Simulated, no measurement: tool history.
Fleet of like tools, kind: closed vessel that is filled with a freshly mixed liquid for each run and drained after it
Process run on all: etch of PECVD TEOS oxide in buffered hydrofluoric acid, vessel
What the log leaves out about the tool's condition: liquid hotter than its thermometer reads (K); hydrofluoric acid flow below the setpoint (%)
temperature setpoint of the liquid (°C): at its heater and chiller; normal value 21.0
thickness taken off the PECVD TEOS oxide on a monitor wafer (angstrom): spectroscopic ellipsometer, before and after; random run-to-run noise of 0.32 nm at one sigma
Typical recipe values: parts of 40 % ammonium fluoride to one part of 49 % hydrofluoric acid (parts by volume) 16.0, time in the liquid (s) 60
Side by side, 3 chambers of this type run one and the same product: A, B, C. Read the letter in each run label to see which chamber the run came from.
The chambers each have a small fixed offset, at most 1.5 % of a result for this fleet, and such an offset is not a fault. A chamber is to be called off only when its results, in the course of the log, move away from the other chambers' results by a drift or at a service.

| run | day | temperature setpoint of the liquid (°C) | parts of 40 % ammonium fluoride to one part of 49 % hydrofluoric acid (parts by volume) | time in the liquid (s) | hours since the thermometer was replaced | hours since the hydrofluoric acid flow meter was replaced | read-back film thickness of the PECVD TEOS oxide reference wafer, read on the same gauge (nm) | thickness taken off the PECVD TEOS oxide on a monitor wafer (angstrom) |
|---|---|---|---|---|---|---|---|---|
| 1C | 0.258 | 21.0 | 16.0 | 60 | 2169.8 | 877.8 | 80.002 | 870.00 |
| 2A | 0.492 | 21.0 | 16.0 | 60 | 496.1 | 456.3 | 79.995 | 859.52 |
| 3B | 0.879 | 21.0 | 16.0 | 60 | 276.5 | 231.7 | 80.000 | 865.77 |
| 4A | 1.183 | 21.0 | 16.0 | 60 | 512.7 | 472.9 | 80.001 | 861.48 |
| 5B | 1.442 | 21.0 | 16.0 | 60 | 290.0 | 245.2 | 80.007 | 868.31 |
| 6C | 1.721 | 25.0 | 16.0 | 60 | 2204.9 | 912.9 | 79.973 | 1078.80 |
| 7B | 1.958 | 25.0 | 16.0 | 60 | 302.4 | 257.6 | 80.013 | 1078.40 |
| 8A | 2.325 | 25.0 | 16.0 | 60 | 540.1 | 500.3 | 80.002 | 1070.00 |
| 9C | 2.721 | 21.0 | 16.0 | 60 | 2228.9 | 936.9 | 79.988 | 870.95 |
| 10B | 3.058 | 21.0 | 16.0 | 60 | 328.8 | 284.0 | 79.987 | 869.26 |
| 11A | 3.529 | 21.0 | 16.0 | 60 | 569.0 | 529.2 | 80.009 | 858.45 |
| 12C | 3.962 | 21.0 | 16.0 | 60 | 2258.7 | 966.7 | 79.996 | 871.52 |
| 13C | 4.250 | 17.5 | 16.0 | 90 | 2265.6 | 973.6 | 80.011 | 1069.50 |
| 14B | 4.733 | 17.5 | 16.0 | 90 | 369.0 | 324.2 | 80.008 | 1072.90 |
| 15A | 5.217 | 17.5 | 16.0 | 90 | 609.5 | 569.7 | 80.001 | 1052.80 |
| 16A | 5.496 | 21.0 | 16.0 | 60 | 616.2 | 576.4 | 80.012 | 856.91 |
| 17B | 5.858 | 21.0 | 16.0 | 60 | 396.0 | 351.2 | 80.006 | 869.34 |
| 18C | 6.133 | 21.0 | 16.0 | 60 | 2310.8 | 1018.8 | 79.976 | 869.01 |
| 19A | 6.575 | 21.0 | 22.0 | 30 | 642.1 | 602.3 | 80.014 | 320.17 |
| 20B | 6.883 | 21.0 | 22.0 | 30 | 420.6 | 375.8 | 80.013 | 325.85 |
| 21C | 7.329 | 21.0 | 22.0 | 30 | 2339.5 | 1047.5 | 79.992 | 326.98 |
| 22A | 7.550 | 21.0 | 16.0 | 60 | 665.5 | 625.7 | 80.006 | 847.81 |
| 23B | 7.967 | 21.0 | 16.0 | 60 | 446.6 | 401.8 | 80.019 | 863.73 |
| 24C | 8.204 | 21.0 | 16.0 | 60 | 2360.5 | 1068.5 | 79.994 | 870.87 |
| 25C | 8.592 | 21.0 | 16.0 | 60 | 2369.8 | 1077.8 | 80.006 | 868.90 |
| 26B | 8.917 | 21.0 | 16.0 | 60 | 469.4 | 424.6 | 80.004 | 873.50 |
|  | 8.921 | chamber C: hydrofluoric acid flow meter replaced |
| 27A | 9.162 | 21.0 | 16.0 | 60 | 704.2 | 664.4 | 80.000 | 845.21 |
| 28C | 9.442 | 21.0 | 16.0 | 60 | 2390.2 | 12.5 | 80.004 | 868.07 |
| 29B | 9.712 | 21.0 | 16.0 | 60 | 488.5 | 443.7 | 80.007 | 867.20 |
| 30A | 9.988 | 21.0 | 16.0 | 60 | 724.0 | 684.2 | 79.991 | 844.72 |
| 31C | 10.446 | 21.0 | 16.0 | 60 | 2414.3 | 36.6 | 80.023 | 867.27 |
| 32A | 10.700 | 17.0 | 16.0 | 90 | 741.1 | 701.3 | 79.983 | 1005.30 |
| 33B | 11.050 | 17.0 | 16.0 | 90 | 520.6 | 475.8 | 80.004 | 1043.10 |
| 34B | 11.446 | 17.0 | 16.0 | 90 | 530.1 | 485.3 | 80.019 | 1040.60 |
| 35A | 11.854 | 21.0 | 16.0 | 60 | 768.8 | 729.0 | 80.003 | 839.24 |
| 36C | 12.250 | 21.0 | 16.0 | 60 | 2457.6 | 79.9 | 80.011 | 871.99 |
| 37A | 12.733 | 21.0 | 16.0 | 60 | 789.9 | 750.1 | 79.988 | 845.00 |
| 38B | 13.050 | 21.0 | 16.0 | 60 | 568.6 | 523.8 | 80.006 | 872.24 |
| 39C | 13.354 | 21.0 | 16.0 | 60 | 2484.1 | 106.4 | 79.996 | 871.02 |

Next, every chamber runs the same settings. What will each give?
| 40A | 13.708 | 21.0 | 20.5 | 60 |  |  |  | ? |
| 40B | 13.708 | 21.0 | 20.5 | 60 |  |  |  | ? |
| 40C | 13.708 | 21.0 | 20.5 | 60 |  |  |  | ? |

| run | thickness taken off the PECVD TEOS oxide on a monitor wafer (angstrom) |
|---|---|
| 40A | 667.05 |
| 40B | 682.92 |
| 40C | 680.78 |
